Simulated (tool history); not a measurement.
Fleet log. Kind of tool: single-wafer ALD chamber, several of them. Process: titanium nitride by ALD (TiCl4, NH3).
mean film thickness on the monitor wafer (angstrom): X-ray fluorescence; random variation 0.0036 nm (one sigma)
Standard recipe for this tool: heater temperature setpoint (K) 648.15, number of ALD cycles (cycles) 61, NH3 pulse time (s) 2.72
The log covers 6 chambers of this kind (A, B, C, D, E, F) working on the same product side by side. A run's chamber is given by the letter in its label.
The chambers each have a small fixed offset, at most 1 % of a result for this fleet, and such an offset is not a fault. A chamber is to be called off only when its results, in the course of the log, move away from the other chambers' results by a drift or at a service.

| run | hour | heater temperature setpoint (K) | number of ALD cycles (cycles) | NH3 pulse time (s) | hours since the last thermocouple change | read-back reference wafer on the same gauge, thickness_nm | mean film thickness on the monitor wafer (angstrom) |
|---|---|---|---|---|---|---|---|
| 1D | 6.2 | 648.15 | 61 | 2.72 | 1344.2 | 1.5487 | 13.404 |
| 2A | 11.1 | 648.15 | 61 | 2.72 | 413.4 | 1.5500 | 13.335 |
| 3F | 19.3 | 648.15 | 61 | 2.72 | 574.8 | 1.5497 | 13.443 |
| 4B | 28.5 | 648.15 | 61 | 2.72 | 1695.4 | 1.5499 | 13.458 |
| 5E | 32.7 | 648.15 | 61 | 2.72 | 174.8 | 1.5504 | 13.307 |
| 6C | 41.4 | 648.15 | 61 | 2.72 | 1052.0 | 1.5502 | 13.344 |
| 7A | 50.6 | 648.15 | 61 | 2.72 | 452.9 | 1.5487 | 13.397 |
| 8C | 58.0 | 648.15 | 61 | 2.72 | 1068.6 | 1.5505 | 13.364 |
| 9B | 64.4 | 648.15 | 61 | 2.72 | 1731.3 | 1.5503 | 13.369 |
| 10D | 72.9 | 648.15 | 61 | 2.72 | 1410.9 | 1.5501 | 13.383 |
| 11E | 81.1 | 648.15 | 61 | 2.72 | 223.2 | 1.5502 | 13.384 |
| 12F | 89.9 | 648.15 | 61 | 2.72 | 645.4 | 1.5491 | 13.439 |
| 13A | 95.2 | 648.15 | 61 | 2.72 | 497.5 | 1.5501 | 13.328 |
| 14C | 103.9 | 648.15 | 61 | 2.72 | 1114.5 | 1.5510 | 13.347 |
| 15F | 107.9 | 648.15 | 61 | 2.72 | 663.4 | 1.5505 | 13.426 |
| 16B | 112.6 | 636.15 | 61 | 2.72 | 1779.5 | 1.5497 | 13.154 |
| 17E | 118.7 | 636.15 | 61 | 2.72 | 260.8 | 1.5506 | 13.191 |
| 18D | 123.6 | 636.15 | 61 | 2.72 | 1461.6 | 1.5506 | 13.142 |
| 19F | 131.8 | 636.15 | 61 | 2.72 | 687.3 | 1.5504 | 13.221 |
| 20B | 136.7 | 636.15 | 61 | 2.72 | 1803.6 | 1.5512 | 13.150 |
| 21A | 142.7 | 636.15 | 61 | 2.72 | 545.0 | 1.5488 | 13.141 |
| 22E | 149.1 | 648.15 | 61 | 2.72 | 291.2 | 1.5491 | 13.296 |
| 23C | 155.2 | 648.15 | 61 | 2.72 | 1165.8 | 1.5504 | 13.332 |
| 24D | 159.4 | 648.15 | 61 | 2.72 | 1497.4 | 1.5497 | 13.354 |
| 25C | 164.5 | 648.15 | 61 | 2.72 | 1175.1 | 1.5493 | 13.384 |
| 26B | 170.2 | 648.15 | 61 | 2.72 | 1837.1 | 1.5498 | 13.460 |
| 27A | 179.1 | 648.15 | 61 | 2.72 | 581.4 | 1.5503 | 13.376 |
| 28D | 184.0 | 648.15 | 65 | 2.72 | 1522.0 | 1.5507 | 14.229 |
| 29E | 191.7 | 648.15 | 65 | 2.72 | 333.8 | 1.5503 | 14.186 |
| 30F | 198.2 | 648.15 | 65 | 2.72 | 753.7 | 1.5501 | 14.379 |
| 31C | 203.7 | 648.15 | 65 | 2.72 | 1214.3 | 1.5500 | 14.258 |
| 32E | 209.8 | 648.15 | 65 | 2.72 | 351.9 | 1.5496 | 14.173 |
| 33A | 214.2 | 648.15 | 65 | 2.72 | 616.5 | 1.5498 | 14.205 |
| 34F | 221.0 | 648.15 | 61 | 2.72 | 776.5 | 1.5502 | 13.511 |
| 35B | 227.4 | 648.15 | 61 | 2.72 | 1894.3 | 1.5507 | 13.452 |
| 36D | 231.8 | 648.15 | 69 | 2.72 | 1569.8 | 1.5510 | 15.145 |

Read the log: is a single chamber off, either drifting away or since a service, is the gauge that measures every chamber drifting, or is nothing wrong beyond small per-chamber offsets? Name any odd chamber and what most likely caused it.

Neither any chamber nor the gauge drifts; the chambers differ only by their own small, steady offsets.

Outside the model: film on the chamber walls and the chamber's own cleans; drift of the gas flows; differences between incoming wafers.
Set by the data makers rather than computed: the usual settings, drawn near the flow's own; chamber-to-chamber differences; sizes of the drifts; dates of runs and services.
